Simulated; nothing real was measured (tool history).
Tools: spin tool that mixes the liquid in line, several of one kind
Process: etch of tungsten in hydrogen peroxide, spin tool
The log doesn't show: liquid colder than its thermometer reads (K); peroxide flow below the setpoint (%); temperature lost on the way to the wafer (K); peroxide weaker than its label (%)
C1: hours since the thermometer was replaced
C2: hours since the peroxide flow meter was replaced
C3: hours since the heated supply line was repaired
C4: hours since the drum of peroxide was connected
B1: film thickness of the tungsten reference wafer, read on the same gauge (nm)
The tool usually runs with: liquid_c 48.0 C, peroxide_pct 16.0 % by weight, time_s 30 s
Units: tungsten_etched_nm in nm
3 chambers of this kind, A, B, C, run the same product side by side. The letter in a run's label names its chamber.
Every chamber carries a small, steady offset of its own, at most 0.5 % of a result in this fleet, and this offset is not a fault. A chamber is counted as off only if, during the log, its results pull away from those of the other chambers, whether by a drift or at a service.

Run 1A, hour 9.9: usual settings; C1 1183.6; C2 381.6; C3 364.1; C4 179.5; B1 110.02. Result: tungsten_etched_nm 44.816 nm.
Run 2B, hour 14.6: usual settings; C1 31.3; C2 1410.7; C3 2000.0; C4 198.0; B1 110.00. Result: tungsten_etched_nm 44.379 nm.
Run 3C, hour 21.7: usual settings; C1 2060.0; C2 1578.3; C3 2187.7; C4 457.7; B1 110.00. Result: tungsten_etched_nm 44.014 nm.
Run 4B, hour 30.2: usual settings; C1 46.9; C2 1426.3; C3 2015.6; C4 213.6; B1 110.02. Result: tungsten_etched_nm 44.301 nm.
Run 5A, hour 34.7: usual settings; C1 1208.4; C2 406.4; C3 388.9; C4 204.3; B1 109.99. Result: tungsten_etched_nm 45.084 nm.
Run 6C, hour 40.2: usual settings; C1 2078.5; C2 1596.8; C3 2206.2; C4 476.2; B1 110.00. Result: tungsten_etched_nm 44.343 nm.
Run 7B, hour 46.2: usual settings; C1 62.9; C2 1442.3; C3 2031.6; C4 229.6; B1 109.98. Result: tungsten_etched_nm 44.206 nm.
Run 8A, hour 54.3: usual settings; C1 1228.0; C2 426.0; C3 408.5; C4 223.9; B1 109.99. Result: tungsten_etched_nm 44.746 nm.
Run 9C, hour 61.1: usual settings but peroxide_pct 19.5 % by weight; C1 2099.4; C2 1617.7; C3 2227.1; C4 497.1; B1 110.01. Result: tungsten_etched_nm 48.669 nm.
Run 10B, hour 68.5: usual settings but peroxide_pct 19.5 % by weight; C1 85.2; C2 1464.6; C3 2053.9; C4 251.9; B1 110.01. Result: tungsten_etched_nm 49.273 nm.
Run 11A, hour 77.4: usual settings but peroxide_pct 19.5 % by weight; C1 1251.1; C2 449.1; C3 431.6; C4 247.0; B1 110.02. Result: tungsten_etched_nm 49.317 nm.
Run 12C, hour 87.2: usual settings; C1 2125.5; C2 1643.8; C3 2253.2; C4 523.2; B1 109.98. Result: tungsten_etched_nm 44.212 nm.
Run 13B, hour 96.7: usual settings; C1 113.4; C2 1492.8; C3 2082.1; C4 280.1; B1 109.97. Result: tungsten_etched_nm 43.919 nm.
Run 14A, hour 104.9: usual settings but peroxide_pct 12.0 % by weight; C1 1278.6; C2 476.6; C3 459.1; C4 274.5; B1 109.99. Result: tungsten_etched_nm 39.024 nm.
At hour 113.2: chamber C: peroxide flow meter replaced.
Run 15C, hour 114.3: usual settings but peroxide_pct 12.0 % by weight; C1 2152.6; C2 1.2; C3 2280.3; C4 550.3; B1 110.01. Result: tungsten_etched_nm 38.142 nm.
At hour 121.6: chamber B: new drum of peroxide connected.
Run 16A, hour 122.5: usual settings but peroxide_pct 12.0 % by weight; C1 1296.2; C2 494.2; C3 476.7; C4 292.1; B1 109.98. Result: tungsten_etched_nm 38.819 nm.
Run 17C, hour 130.6: usual settings; C1 2168.9; C2 17.5; C3 2296.6; C4 566.6; B1 110.03. Result: tungsten_etched_nm 44.206 nm.
Run 18B, hour 138.3: usual settings but peroxide_pct 20.5 % by weight, time_s 50 s; C1 155.0; C2 1534.4; C3 2123.7; C4 16.7; B1 109.99. Result: tungsten_etched_nm 83.662 nm.
Run 19A, hour 145.3: usual settings but peroxide_pct 20.5 % by weight, time_s 50 s; C1 1319.0; C2 517.0; C3 499.5; C4 314.9; B1 110.02. Result: tungsten_etched_nm 85.113 nm.
Run 20B, hour 149.7: usual settings but peroxide_pct 20.5 % by weight, time_s 50 s; C1 166.4; C2 1545.8; C3 2135.1; C4 28.1; B1 110.00. Result: tungsten_etched_nm 83.199 nm.
Run 21C, hour 159.2: usual settings; C1 2197.5; C2 46.1; C3 2325.2; C4 595.2; B1 110.00. Result: tungsten_etched_nm 44.163 nm.
Run 22C, hour 168.7: usual settings but liquid_c 53.5 C; C1 2207.0; C2 55.6; C3 2334.7; C4 604.7; B1 110.00. Result: tungsten_etched_nm 62.691 nm.
Run 23A, hour 173.5: usual settings but liquid_c 53.5 C; C1 1347.2; C2 545.2; C3 527.7; C4 343.1; B1 110.02. Result: tungsten_etched_nm 62.225 nm.
Run 24B, hour 179.5: usual settings but liquid_c 53.5 C; C1 196.2; C2 1575.6; C3 2164.9; C4 57.9; B1 110.01. Result: tungsten_etched_nm 61.480 nm.
Run 25A, hour 187.8: usual settings but time_s 45 s; C1 1361.5; C2 559.5; C3 542.0; C4 357.4; B1 110.01. Result: tungsten_etched_nm 66.775 nm.
Run 26B, hour 192.6: usual settings but time_s 45 s; C1 209.3; C2 1588.7; C3 2178.0; C4 71.0; B1 109.98. Result: tungsten_etched_nm 66.862 nm.
Run 27C, hour 201.3: usual settings but time_s 45 s; C1 2239.6; C2 88.2; C3 2367.3; C4 637.3; B1 110.01. Result: tungsten_etched_nm 66.153 nm.
Run 28C, hour 209.0: usual settings; C1 2247.3; C2 95.9; C3 2375.0; C4 645.0; B1 109.99. Result: tungsten_etched_nm 44.482 nm.
Run 29B, hour 213.8: usual settings; C1 230.5; C2 1609.9; C3 2199.2; C4 92.2; B1 110.01. Result: tungsten_etched_nm 44.244 nm.

Has any chamber moved away from the others, gradually or after a service, or does the common gauge drift, or do the chambers differ only by their own small steady offsets? State the chamber and the most likely cause if one applies.

No chamber stands off beyond its own small offset, and the gauge holds steady.
